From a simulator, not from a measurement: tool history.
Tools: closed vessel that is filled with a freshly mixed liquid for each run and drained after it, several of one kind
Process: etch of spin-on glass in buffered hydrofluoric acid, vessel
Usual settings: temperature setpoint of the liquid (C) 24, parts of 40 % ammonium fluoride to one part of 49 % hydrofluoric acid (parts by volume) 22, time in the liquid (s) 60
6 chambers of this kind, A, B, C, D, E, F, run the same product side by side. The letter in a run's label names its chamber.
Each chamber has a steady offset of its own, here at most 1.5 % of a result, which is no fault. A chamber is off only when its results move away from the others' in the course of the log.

run	hour	temperature setpoint of the liquid (C)	parts of 40 % ammonium fluoride to one part of 49 % hydrofluoric acid (parts by volume)	time in the liquid (s)	hours since the thermometer was replaced	hours since the hydrofluoric acid flow meter was replaced	read-back film thickness of the spin-on glass reference wafer, read on the same gauge (nm)	thickness taken off the spin-on glass on a monitor wafer (Å)
1B	3.8	24	22	60	374.2	409.1	50.007	924.05
# hour 7.8: chamber F: hydrofluoric acid flow meter replaced
2A	9	24	22	60	148.7	29.5	50.009	927.31
3E	15.9	24	22	60	1607.5	436.1	50.015	939.98
4F	21.3	24	22	60	1428.7	13.6	50.001	929.16
5D	29.1	24	22	60	655.7	777.5	50.006	948.44
6C	33.4	28	22	60	2361.9	434.2	49.986	1134.7
7E	41.1	28	22	60	1632.7	461.3	49.972	1149.6
8F	48.2	28	22	60	1455.6	40.5	50.004	1151.3
9D	54.7	28	22	60	681.3	803.1	50.014	1166.8
10B	60.1	28	22	60	430.5	465.4	50.023	1153
11C	65.9	28	22	60	2394.4	466.7	50.013	1132.2
12A	73.5	24	22	60	213.2	94	50.011	941.22
13B	77.3	24	22	60	447.7	482.6	49.968	914.32
14D	82.4	24	22	60	709	830.8	49.973	926.99
15E	88.5	24	22	60	1680.1	508.7	50.02	932.65
16C	95.9	24	22	60	2424.4	496.7	50	921.34
17F	100.9	24	22	60	1508.3	93.2	50.004	914.58
18A	106.7	24	22	60	246.4	127.2	49.977	928.07
# hour 110.3: chamber C: thermometer replaced
19D	114.7	24	22	60	741.3	863.1	49.99	923.28
20C	118.9	24	22	60	8.7	519.7	49.981	915.8
21F	126.6	24	22	60	1534	118.9	49.997	923.55
22A	133.4	24	22	60	273.1	153.9	49.997	938.3
23E	141.1	24	22	60	1732.7	561.3	50.005	930.59
24B	145.8	24	22	60	516.2	551.1	50.001	924.46
25F	152.6	24	22	60	1560	144.9	49.985	914.95
26E	159.9	24	22	60	1751.5	580.1	50.011	937.41
27D	165	24	22	60	791.6	913.4	49.995	939.95
# hour 166.9: chamber B: hydrofluoric acid flow meter replaced
28C	172.1	24	22	60	61.9	572.9	50.046	904.91
29A	176.6	24	22	60	316.3	197.1	50.015	934.68
30B	180.7	24	22	60	551.1	13.8	50.024	920.84
31C	185	24	22	60	74.8	585.8	50.018	918.93
32A	190.4	24	22	60	330.1	210.9	49.996	935.11
33D	195.8	24	22	60	822.4	944.2	50.038	927.73
34B	203.1	24	22	60	573.5	36.2	49.983	923.04
35E	210.5	24	22	60	1802.1	630.7	49.997	937.83
36F	215.2	24	22	60	1622.6	207.5	50.021	912.9
37F	220.5	24	22	60	1627.9	212.8	49.996	932.91
38D	227.5	24	22	60	854.1	975.9	49.981	934.51
39E	234.6	24	22	60	1826.2	654.8	50.002	928.49
40B	242.6	24	22	60	613	75.7	50.027	911.61

Next, every chamber runs the same settings. What will each give?
41A	248.3	24	13	60				?
41B	248.3	24	13	60				?
41C	248.3	24	13	60				?
41D	248.3	24	13	60				?
41E	248.3	24	13	60				?
41F	248.3	24	13	60				?

run	thickness taken off the spin-on glass on a monitor wafer (Å)
41A	1508.6
41B	1518
41C	1456.7
41D	1517.6
41E	1547
41F	1501.2

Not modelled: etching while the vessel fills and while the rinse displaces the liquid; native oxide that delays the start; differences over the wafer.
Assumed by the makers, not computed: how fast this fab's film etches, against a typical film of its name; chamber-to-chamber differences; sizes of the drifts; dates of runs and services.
